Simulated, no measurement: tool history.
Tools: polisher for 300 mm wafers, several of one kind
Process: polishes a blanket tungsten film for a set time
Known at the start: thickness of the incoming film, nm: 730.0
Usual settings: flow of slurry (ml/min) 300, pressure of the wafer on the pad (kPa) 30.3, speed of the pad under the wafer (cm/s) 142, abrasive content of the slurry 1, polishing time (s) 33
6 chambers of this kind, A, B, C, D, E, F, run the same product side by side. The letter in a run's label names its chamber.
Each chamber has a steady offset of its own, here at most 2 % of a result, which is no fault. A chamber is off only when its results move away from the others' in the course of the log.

run,day,flow of slurry (ml/min),pressure of the wafer on the pad (kPa),speed of the pad under the wafer (cm/s),abrasive content of the slurry,polishing time (s),film removed (Å)
# day 0.004: chamber A: slurry tank refilled with fresh slurry and peroxide
1E,0.308,300,30.3,142,1,33,2250.4
# day 0.779: chamber B: worn pad replaced by a new one
2D,0.838,300,30.3,142,1,33,2262.1
3C,1.346,300,30.3,142,1,33,2264.2
# day 1.404: chamber E: slurry tank refilled with fresh slurry and peroxide
# day 1.604: chamber E: worn pad replaced by a new one
4F,1.621,300,30.3,142,1,33,2242.5
# day 1.629: chamber F: slurry blender recalibrated
# day 1.638: chamber C: slurry tank refilled with fresh slurry and peroxide
# day 1.767: chamber F: worn pad replaced by a new one
# day 1.958: chamber A: worn pad replaced by a new one
5A,2.038,300,30.3,142,1,33,2226.9
# day 2.125: chamber B: slurry blender recalibrated
6B,2.308,300,30.3,98,1,33,1551.9
# day 2.321: chamber D: worn pad replaced by a new one
7B,2.750,300,30.3,98,1,33,1548.7
# day 2.779: chamber E: slurry blender recalibrated
8F,3.050,300,30.3,98,1,33,1575.2
# day 3.371: chamber F: slurry tank refilled with fresh slurry and peroxide
# day 3.383: chamber C: worn pad replaced by a new one
# day 3.388: chamber D: slurry tank refilled with fresh slurry and peroxide
9A,3.525,300,30.3,98,1,33,1532.4
# day 3.642: chamber C: slurry nozzle cleaned
10E,3.850,300,30.3,98,1,33,1533.6
# day 3.896: chamber C: slurry blender recalibrated
# day 4.129: chamber B: worn pad replaced by a new one
11D,4.371,300,30.3,98,1,33,1559.8
# day 4.504: chamber A: slurry blender recalibrated
# day 4.688: chamber A: slurry nozzle cleaned
12C,4.746,300,30.3,142,1,33,2271.6
# day 4.862: chamber E: worn pad replaced by a new one
# day 4.950: chamber D: slurry blender recalibrated
# day 5.000: chamber F: worn pad replaced by a new one
13F,5.167,300,30.3,142,1,33,2283.0
# day 5.208: chamber A: worn pad replaced by a new one
# day 5.279: chamber A: slurry tank refilled with fresh slurry and peroxide
14C,5.533,300,30.3,142,1,33,2283.9
# day 5.850: chamber D: worn pad replaced by a new one
15E,6.025,300,25.5,142,1,41,2340.3
# day 6.217: chamber D: head pressure recalibrated
16A,6.325,300,25.5,142,1,41,2380.7
# day 6.500: chamber E: slurry tank refilled with fresh slurry and peroxide
17D,6.796,300,25.5,142,1,41,2318.2
# day 6.879: chamber F: slurry tank refilled with fresh slurry and peroxide
# day 7.183: chamber C: worn pad replaced by a new one
18B,7.338,300,25.5,142,1,41,2294.2
19E,7.800,300,25.5,142,1,41,2383.9
# day 7.900: chamber B: worn pad replaced by a new one
# day 8.117: chamber C: slurry tank refilled with fresh slurry and peroxide
# day 8.171: chamber F: worn pad replaced by a new one
# day 8.258: chamber E: worn pad replaced by a new one
20A,8.371,300,25.5,142,1,41,2318.8
21C,8.800,300,30.3,142,1,33,2266.3
# day 9.238: chamber A: worn pad replaced by a new one
22D,9.421,300,30.3,142,1,33,2224.2
# day 9.604: chamber B: slurry nozzle cleaned
# day 9.654: chamber E: slurry nozzle cleaned
# day 9.775: chamber D: slurry tank refilled with fresh slurry and peroxide
# day 9.833: chamber F: slurry blender recalibrated
# day 9.871: chamber F: slurry nozzle cleaned
# day 9.896: chamber D: worn pad replaced by a new one
23B,9.938,300,30.3,142,1,33,2194.2
# day 10.062: chamber B: slurry blender recalibrated
# day 10.296: chamber A: slurry tank refilled with fresh slurry and peroxide
24F,10.383,300,30.3,142,1,33,2309.5
# day 10.521: chamber C: worn pad replaced by a new one
25F,10.675,300,30.3,142,1,33,2290.3
# day 10.867: chamber F: slurry tank refilled with fresh slurry and peroxide
# day 11.058: chamber B: worn pad replaced by a new one
# day 11.071: chamber E: head pressure recalibrated
# day 11.158: chamber C: slurry blender recalibrated
26E,11.212,300,30.3,142,1,33,2239.1
27A,11.558,300,30.3,142,1,33,2258.6
# day 11.583: chamber E: slurry tank refilled with fresh slurry and peroxide
# day 11.700: chamber E: worn pad replaced by a new one
# day 12.033: chamber F: worn pad replaced by a new one
28D,12.088,300,30.3,142,1,33,2210.2
# day 12.300: chamber A: worn pad replaced by a new one
29B,12.500,300,30.3,142,1,33,2170.2
30C,12.912,385,30.3,142,1,33,2268.1
# day 13.108: chamber D: slurry blender recalibrated
# day 13.221: chamber D: worn pad replaced by a new one
31C,13.521,385,30.3,142,1,33,2272.8
# day 13.621: chamber C: slurry tank refilled with fresh slurry and peroxide
# day 13.796: chamber C: worn pad replaced by a new one
32E,14.012,385,30.3,142,1,33,2364.2
33F,14.321,385,30.3,142,1,33,2357.6
# day 14.467: chamber B: worn pad replaced by a new one
34D,14.712,385,30.3,142,1,33,2291.6
# day 14.888: chamber E: worn pad replaced by a new one
35A,15.138,385,30.3,142,1,33,2265.6
36B,15.658,300,30.3,142,1,33,2096.3
# day 15.754: chamber C: slurry nozzle cleaned
# day 15.800: chamber E: slurry tank refilled with fresh slurry and peroxide
# day 15.846: chamber A: slurry tank refilled with fresh slurry and peroxide
37D,16.075,300,30.3,142,1,33,2238.6
# day 16.254: chamber A: worn pad replaced by a new one
# day 16.338: chamber B: slurry blender recalibrated
38A,16.683,300,30.3,142,1,33,2250.2
39B,17.133,300,30.3,142,1,33,2028.4
# day 17.200: chamber C: slurry blender recalibrated
40C,17.475,300,30.3,142,1,33,2239.9
41E,18.004,220,35.9,142,1,33,2584.9

All 6 chambers run these settings next. Forecast each chamber's results:
42A,18.450,300,30.3,142,1,33,?
42B,18.450,300,30.3,142,1,33,?
42C,18.450,300,30.3,142,1,33,?
42D,18.450,300,30.3,142,1,33,?
42E,18.450,300,30.3,142,1,33,?
42F,18.450,300,30.3,142,1,33,?

run,film removed (Å)
42A,2241.8
42B,2049.4
42C,2269.6
42D,2268.1
42E,2288.3
42F,2281.8

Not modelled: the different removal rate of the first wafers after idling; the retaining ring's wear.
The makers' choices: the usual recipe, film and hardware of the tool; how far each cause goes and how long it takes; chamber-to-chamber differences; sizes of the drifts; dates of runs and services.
